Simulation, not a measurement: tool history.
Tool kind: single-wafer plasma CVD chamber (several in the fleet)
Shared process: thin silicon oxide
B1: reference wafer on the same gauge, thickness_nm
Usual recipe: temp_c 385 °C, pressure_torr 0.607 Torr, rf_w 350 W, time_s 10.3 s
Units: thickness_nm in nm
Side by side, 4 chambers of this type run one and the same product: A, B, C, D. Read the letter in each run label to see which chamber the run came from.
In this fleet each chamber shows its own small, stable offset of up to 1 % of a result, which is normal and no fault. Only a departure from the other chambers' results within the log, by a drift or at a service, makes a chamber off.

{"run": "1C", "hour": 14.7, "temp_c": 385, "pressure_torr": 0.607, "rf_w": 350, "time_s": 10.3, "B1": 14.299, "thickness_nm": 15.228}
{"run": "2A", "hour": 27.9, "temp_c": 385, "pressure_torr": 0.607, "rf_w": 350, "time_s": 10.3, "B1": 14.294, "thickness_nm": 15.23}
{"run": "3B", "hour": 39.7, "temp_c": 385, "pressure_torr": 0.607, "rf_w": 350, "time_s": 10.3, "B1": 14.297, "thickness_nm": 15.16}
{"run": "4D", "hour": 50.2, "temp_c": 385, "pressure_torr": 0.607, "rf_w": 350, "time_s": 10.3, "B1": 14.305, "thickness_nm": 15.369}
{"run": "5A", "hour": 64.5, "temp_c": 385, "pressure_torr": 0.607, "rf_w": 350, "time_s": 10.3, "B1": 14.298, "thickness_nm": 15.266}
{"run": "6B", "hour": 74.6, "temp_c": 385, "pressure_torr": 0.607, "rf_w": 350, "time_s": 10.3, "B1": 14.302, "thickness_nm": 15.115}
{"run": "7D", "hour": 88.0, "temp_c": 385, "pressure_torr": 0.607, "rf_w": 350, "time_s": 10.3, "B1": 14.303, "thickness_nm": 15.254}
{"run": "8C", "hour": 96.8, "temp_c": 385, "pressure_torr": 0.607, "rf_w": 350, "time_s": 8.5, "B1": 14.293, "thickness_nm": 12.595}
{"run": "9D", "hour": 109.5, "temp_c": 385, "pressure_torr": 0.607, "rf_w": 350, "time_s": 8.5, "B1": 14.296, "thickness_nm": 12.575}
{"hour": 117.3, "done": "chamber A: RF generator calibrated"}
{"run": "10C", "hour": 123.7, "temp_c": 385, "pressure_torr": 0.607, "rf_w": 350, "time_s": 8.5, "B1": 14.3, "thickness_nm": 12.605}
{"run": "11B", "hour": 137.8, "temp_c": 385, "pressure_torr": 0.607, "rf_w": 350, "time_s": 8.5, "B1": 14.314, "thickness_nm": 12.466}
{"run": "12A", "hour": 149.0, "temp_c": 385, "pressure_torr": 0.607, "rf_w": 350, "time_s": 10.3, "B1": 14.304, "thickness_nm": 15.294}
{"run": "13C", "hour": 163.1, "temp_c": 385, "pressure_torr": 0.607, "rf_w": 350, "time_s": 10.3, "B1": 14.306, "thickness_nm": 15.243}
{"run": "14A", "hour": 171.2, "temp_c": 385, "pressure_torr": 0.607, "rf_w": 350, "time_s": 10.3, "B1": 14.305, "thickness_nm": 15.316}
{"run": "15D", "hour": 186.4, "temp_c": 385, "pressure_torr": 0.607, "rf_w": 350, "time_s": 10.3, "B1": 14.306, "thickness_nm": 15.061}
{"run": "16B", "hour": 198.5, "temp_c": 385, "pressure_torr": 0.607, "rf_w": 350, "time_s": 10.3, "B1": 14.31, "thickness_nm": 15.138}
{"run": "17B", "hour": 212.9, "temp_c": 385, "pressure_torr": 0.607, "rf_w": 350, "time_s": 10.3, "B1": 14.301, "thickness_nm": 15.029}
{"run": "18A", "hour": 225.2, "temp_c": 385, "pressure_torr": 0.607, "rf_w": 350, "time_s": 10.3, "B1": 14.301, "thickness_nm": 15.27}
{"run": "19D", "hour": 236.1, "temp_c": 385, "pressure_torr": 0.607, "rf_w": 350, "time_s": 10.3, "B1": 14.301, "thickness_nm": 15.071}
{"run": "20C", "hour": 250.4, "temp_c": 385, "pressure_torr": 0.607, "rf_w": 350, "time_s": 10.3, "B1": 14.304, "thickness_nm": 15.156}
{"run": "21B", "hour": 261.1, "temp_c": 376, "pressure_torr": 0.607, "rf_w": 350, "time_s": 10.3, "B1": 14.3, "thickness_nm": 15.114}
{"hour": 262.9, "done": "chamber B: RF generator calibrated"}
{"run": "22D", "hour": 269.6, "temp_c": 376, "pressure_torr": 0.607, "rf_w": 350, "time_s": 10.3, "B1": 14.299, "thickness_nm": 14.996}
{"run": "23A", "hour": 285.0, "temp_c": 376, "pressure_torr": 0.607, "rf_w": 350, "time_s": 10.3, "B1": 14.307, "thickness_nm": 15.392}
{"run": "24C", "hour": 298.6, "temp_c": 376, "pressure_torr": 0.607, "rf_w": 350, "time_s": 10.3, "B1": 14.296, "thickness_nm": 15.363}
{"run": "25B", "hour": 314.0, "temp_c": 385, "pressure_torr": 0.607, "rf_w": 350, "time_s": 10.3, "B1": 14.296, "thickness_nm": 15.048}
{"run": "26A", "hour": 325.6, "temp_c": 385, "pressure_torr": 0.607, "rf_w": 350, "time_s": 10.3, "B1": 14.296, "thickness_nm": 15.328}

Is one chamber off against the others, does the gauge drift, or is nothing wrong? If a chamber is off, say which, and what the likeliest cause is.

Chamber D drifts away from the others.
Likeliest cause: delivered RF power below the setpoint (%) = 8.15.
Not necessarily distinguishable in this log from: true pressure below the setpoint (%).

Below are 4 candidate recipes for chamber D's next run, each the usual settings with a change, their results shown as question marks. Which of them brings D's results back in line with what the other chambers give on the usual settings?
Allowed miss from the other chambers' usual-settings mean, per result, to count as in line: thickness_nm 0.140 nm
{"run": "27D-1", "hour": 336.8, "temp_c": 385, "pressure_torr": 0.589, "rf_w": 350, "time_s": 10.1, "thickness_nm": "?"}
{"run": "27D-2", "hour": 336.8, "temp_c": 385, "pressure_torr": 0.617, "rf_w": 350, "time_s": 10.4, "thickness_nm": "?"}
{"run": "27D-3", "hour": 336.8, "temp_c": 385, "pressure_torr": 0.607, "rf_w": 345, "time_s": 10.1, "thickness_nm": "?"}
{"run": "27D-4", "hour": 336.8, "temp_c": 385, "pressure_torr": 0.635, "rf_w": 350, "time_s": 10.3, "thickness_nm": "?"}

On the usual settings, the other chambers give on average: thickness_nm 15.212 nm
run=27D-1 thickness_nm=14.036
run=27D-2 thickness_nm=15.210
run=27D-3 thickness_nm=14.427
run=27D-4 thickness_nm=15.548
27D-2 puts the chamber back in line with the other chambers.
